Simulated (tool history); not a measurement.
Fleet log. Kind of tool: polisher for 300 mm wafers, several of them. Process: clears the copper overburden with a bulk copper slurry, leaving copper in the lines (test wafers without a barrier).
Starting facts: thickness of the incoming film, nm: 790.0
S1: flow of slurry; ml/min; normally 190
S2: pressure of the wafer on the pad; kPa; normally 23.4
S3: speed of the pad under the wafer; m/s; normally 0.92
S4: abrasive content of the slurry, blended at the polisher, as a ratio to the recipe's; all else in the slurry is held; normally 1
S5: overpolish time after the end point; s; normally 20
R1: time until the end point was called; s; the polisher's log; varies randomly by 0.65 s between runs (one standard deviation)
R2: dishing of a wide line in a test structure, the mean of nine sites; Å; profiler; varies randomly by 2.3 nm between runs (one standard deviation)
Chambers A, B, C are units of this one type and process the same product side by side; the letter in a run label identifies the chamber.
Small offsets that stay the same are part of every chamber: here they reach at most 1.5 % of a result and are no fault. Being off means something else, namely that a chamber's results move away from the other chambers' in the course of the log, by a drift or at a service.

{"run": "1C", "hour": 10.6, "S1": 190, "S2": 23.4, "S3": 0.92, "S4": 1, "S5": 20, "R1": 73.213, "R2": 1048.5}
{"hour": 12.8, "done": "chamber A: worn pad replaced by a new one"}
{"run": "2B", "hour": 24.9, "S1": 190, "S2": 23.4, "S3": 0.92, "S4": 1, "S5": 20, "R1": 72.792, "R2": 1032.4}
{"run": "3A", "hour": 39.8, "S1": 190, "S2": 23.4, "S3": 0.92, "S4": 1, "S5": 20, "R1": 73.425, "R2": 1022.3}
{"hour": 47.7, "done": "chamber B: slurry nozzle cleaned"}
{"run": "4B", "hour": 51.4, "S1": 190, "S2": 23.4, "S3": 0.92, "S4": 1, "S5": 20, "R1": 72.039, "R2": 1004.5}
{"run": "5A", "hour": 65.2, "S1": 190, "S2": 23.4, "S3": 0.92, "S4": 1, "S5": 20, "R1": 74.764, "R2": 1003.5}
{"run": "6C", "hour": 77.6, "S1": 190, "S2": 23.4, "S3": 0.92, "S4": 1, "S5": 11, "R1": 73.252, "R2": 670.53}
{"hour": 81.3, "done": "chamber B: worn pad replaced by a new one"}
{"hour": 85.8, "done": "chamber C: worn pad replaced by a new one"}
{"run": "7B", "hour": 87.9, "S1": 190, "S2": 23.4, "S3": 0.92, "S4": 1, "S5": 11, "R1": 72.148, "R2": 697.85}
{"hour": 90.8, "done": "chamber C: slurry blender recalibrated"}
{"hour": 95.9, "done": "chamber C: slurry nozzle cleaned"}
{"run": "8C", "hour": 100.7, "S1": 190, "S2": 23.4, "S3": 0.92, "S4": 1, "S5": 11, "R1": 71.936, "R2": 701.19}
{"hour": 106.4, "done": "chamber C: head pressure recalibrated"}
{"run": "9A", "hour": 108.3, "S1": 135, "S2": 23.4, "S3": 0.92, "S4": 1, "S5": 20, "R1": 78.216, "R2": 993.03}
{"run": "10C", "hour": 115.6, "S1": 135, "S2": 23.4, "S3": 0.92, "S4": 1, "S5": 20, "R1": 76.682, "R2": 1002.6}
{"run": "11B", "hour": 128.8, "S1": 135, "S2": 23.4, "S3": 0.92, "S4": 1, "S5": 20, "R1": 77.13, "R2": 974.25}
{"run": "12A", "hour": 141.8, "S1": 190, "S2": 23.4, "S3": 0.92, "S4": 1, "S5": 20, "R1": 73.468, "R2": 990.77}
{"run": "13C", "hour": 151.4, "S1": 190, "S2": 23.4, "S3": 0.92, "S4": 1, "S5": 20, "R1": 73.325, "R2": 992.96}
{"run": "14A", "hour": 163.3, "S1": 190, "S2": 23.4, "S3": 0.8, "S4": 1, "S5": 20, "R1": 85.37, "R2": 932.77}
{"hour": 171.2, "done": "chamber A: worn pad replaced by a new one"}
{"hour": 173.9, "done": "chamber A: slurry blender recalibrated"}
{"run": "15B", "hour": 176.8, "S1": 190, "S2": 23.4, "S3": 0.8, "S4": 1, "S5": 20, "R1": 84.164, "R2": 936.4}
{"run": "16A", "hour": 190.1, "S1": 190, "S2": 23.4, "S3": 0.8, "S4": 1, "S5": 20, "R1": 83.971, "R2": 956.69}
{"run": "17B", "hour": 199.1, "S1": 190, "S2": 23.4, "S3": 0.92, "S4": 1, "S5": 20, "R1": 72.571, "R2": 963.68}
{"run": "18C", "hour": 214.3, "S1": 190, "S2": 23.4, "S3": 0.92, "S4": 1, "S5": 20, "R1": 72.927, "R2": 998.93}
{"hour": 227.1, "done": "chamber B: worn pad replaced by a new one"}
{"run": "19B", "hour": 227.5, "S1": 245, "S2": 29.6, "S3": 0.92, "S4": 1, "S5": 20, "R1": 54.506, "R2": 1194.1}
{"run": "20A", "hour": 236.3, "S1": 245, "S2": 29.6, "S3": 0.92, "S4": 1, "S5": 20, "R1": 54.353, "R2": 1225.7}
{"run": "21C", "hour": 249.9, "S1": 245, "S2": 29.6, "S3": 0.92, "S4": 1, "S5": 20, "R1": 55.425, "R2": 1188.9}
{"run": "22A", "hour": 262.6, "S1": 170, "S2": 26.9, "S3": 0.92, "S4": 1, "S5": 20, "R1": 62.615, "R2": 1157.3}
{"hour": 266.2, "done": "chamber C: worn pad replaced by a new one"}
{"run": "23B", "hour": 277.1, "S1": 170, "S2": 26.9, "S3": 0.92, "S4": 1, "S5": 20, "R1": 64.052, "R2": 1069.2}
{"hour": 277.4, "done": "chamber B: slurry blender recalibrated"}
{"run": "24C", "hour": 287.9, "S1": 170, "S2": 26.9, "S3": 0.92, "S4": 1, "S5": 20, "R1": 64.056, "R2": 1082.9}
{"run": "25A", "hour": 299.1, "S1": 190, "S2": 23.4, "S3": 0.92, "S4": 1, "S5": 20, "R1": 71.523, "R2": 1050.5}
{"hour": 301.3, "done": "chamber C: slurry nozzle cleaned"}
{"run": "26B", "hour": 312.1, "S1": 190, "S2": 23.4, "S3": 0.92, "S4": 1, "S5": 20, "R1": 71.399, "R2": 1041.3}
{"run": "27C", "hour": 319.5, "S1": 190, "S2": 23.4, "S3": 0.92, "S4": 1, "S5": 20, "R1": 73.686, "R2": 1034.5}
{"run": "28A", "hour": 328.4, "S1": 190, "S2": 23.4, "S3": 0.92, "S4": 1, "S5": 20, "R1": 69.302, "R2": 1064.9}
{"hour": 330.0, "done": "chamber A: worn pad replaced by a new one"}
{"run": "29C", "hour": 340.6, "S1": 190, "S2": 23.4, "S3": 0.92, "S4": 1, "S5": 20, "R1": 72.182, "R2": 1027.2}
{"run": "30B", "hour": 348.7, "S1": 190, "S2": 23.4, "S3": 0.92, "S4": 1, "S5": 20, "R1": 71.877, "R2": 1008.2}
{"hour": 360.5, "done": "chamber A: slurry blender recalibrated"}
{"run": "31C", "hour": 362.4, "S1": 190, "S2": 23.4, "S3": 0.92, "S4": 1, "S5": 20, "R1": 73.929, "R2": 1007.4}
{"run": "32A", "hour": 370.3, "S1": 190, "S2": 23.4, "S3": 0.92, "S4": 1, "S5": 20, "R1": 69.534, "R2": 1014.3}

One chamber off, gauge drift, or nothing amiss beyond the chambers' own small offsets? If it is a chamber, which one, and what is the likeliest cause?

Little by little, chamber A moves away from the other chambers.
Likeliest cause: head's pressure above its setpoint, % = 8.24.

Below are 4 candidate recipes for chamber A's next run, each the usual settings with a change, their results shown as question marks. Which of them brings A's results back in line with what the other chambers give on the usual settings?
A result is in line if it is within this distance of the other chambers' mean on the usual settings: R1 2.2 s; R2 80 Å
{"run": "33A-1", "hour": 381.2, "S1": 190, "S2": 24.8, "S3": 0.96, "S4": 1, "S5": 21, "R1": "?", "R2": "?"}
{"run": "33A-2", "hour": 381.2, "S1": 190, "S2": 24.1, "S3": 0.94, "S4": 1, "S5": 20, "R1": "?", "R2": "?"}
{"run": "33A-3", "hour": 381.2, "S1": 190, "S2": 22.1, "S3": 0.88, "S4": 1, "S5": 19, "R1": "?", "R2": "?"}
{"run": "33A-4", "hour": 381.2, "S1": 190, "S2": 22.8, "S3": 0.9, "S4": 1, "S5": 20, "R1": "?", "R2": "?"}

The mean the other chambers reach with the usual settings: R1 72.483 s; R2 1022.5 Å
run=33A-1 R1=61.851 R2=1150.8
run=33A-2 R1=65.018 R2=1093.9
run=33A-3 R1=76.142 R2=968.44
run=33A-4 R1=72.134 R2=1029.5
With 33A-4, the chamber falls back in line with the rest.

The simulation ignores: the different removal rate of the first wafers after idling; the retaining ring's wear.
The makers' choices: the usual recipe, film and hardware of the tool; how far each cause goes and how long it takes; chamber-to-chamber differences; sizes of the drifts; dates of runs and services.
